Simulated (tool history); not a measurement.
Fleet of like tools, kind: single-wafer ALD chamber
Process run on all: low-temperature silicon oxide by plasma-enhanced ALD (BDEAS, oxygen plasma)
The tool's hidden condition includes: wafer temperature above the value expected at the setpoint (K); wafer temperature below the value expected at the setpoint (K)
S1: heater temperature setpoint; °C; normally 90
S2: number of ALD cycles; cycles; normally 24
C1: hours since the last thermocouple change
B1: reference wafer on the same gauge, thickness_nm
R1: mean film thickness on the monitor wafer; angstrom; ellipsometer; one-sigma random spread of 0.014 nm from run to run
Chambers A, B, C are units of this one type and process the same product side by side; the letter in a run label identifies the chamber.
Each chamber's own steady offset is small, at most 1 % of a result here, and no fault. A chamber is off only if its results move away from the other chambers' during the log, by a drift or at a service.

run   hour   S1  S2      C1      B1      R1
 1A    2.7   90  24  2653.8  2.8612  35.318
 2C    7.7   90  24  1766.1  2.8582  35.834
       8.2  -- chamber A: thermocouple changed; heater temperature recalibrated
 3B   10.6   90  24   231.1  2.8595  35.365
 4B   15.4   90  24   235.9  2.8602  35.430
 5A   18.5   90  24    10.4  2.8620  35.309
 6C   22.6   90  24  1781.0  2.8604  35.659
 7A   26.9   90  24    18.8  2.8622  35.452
 8C   31.0  103  21  1789.4  2.8624  30.083
 9B   35.9  103  21   256.4  2.8624  29.834
10A   40.4  103  21    32.3  2.8612  29.802
11C   44.9   90  24  1803.3  2.8630  35.894
12B   47.8   90  24   268.3  2.8608  35.428
13B   50.3   90  24   270.8  2.8629  35.444
14A   55.0   90  24    46.9  2.8603  35.392
15C   59.5   90  24  1817.9  2.8582  35.781
16A   63.4   90  24    55.3  2.8605  35.420
17B   67.4   90  24   287.9  2.8614  35.455
18C   72.0  104  26  1830.4  2.8611  37.209
19A   75.5  104  26    67.4  2.8577  36.662
20B   80.8  104  26   301.3  2.8632  36.919
21C   85.2  102  24  1843.6  2.8555  34.375
22C   88.5  102  24  1846.9  2.8612  34.389
23B   91.7  102  24   312.2  2.8607  34.186
24A   96.8   90  24    88.7  2.8597  35.438
25A  100.0   90  27    91.9  2.8608  40.053
26B  104.7   90  27   325.2  2.8620  39.654
27C  108.9   90  27  1867.3  2.8623  40.129

The same settings go to every chamber for the next run, one line per chamber below. Forecast the results for each:
28A  112.6  90  22           ?
28B  112.6  90  22           ?
28C  112.6  90  22           ?

run      R1
28A  32.448
28B  32.401
28C  32.672

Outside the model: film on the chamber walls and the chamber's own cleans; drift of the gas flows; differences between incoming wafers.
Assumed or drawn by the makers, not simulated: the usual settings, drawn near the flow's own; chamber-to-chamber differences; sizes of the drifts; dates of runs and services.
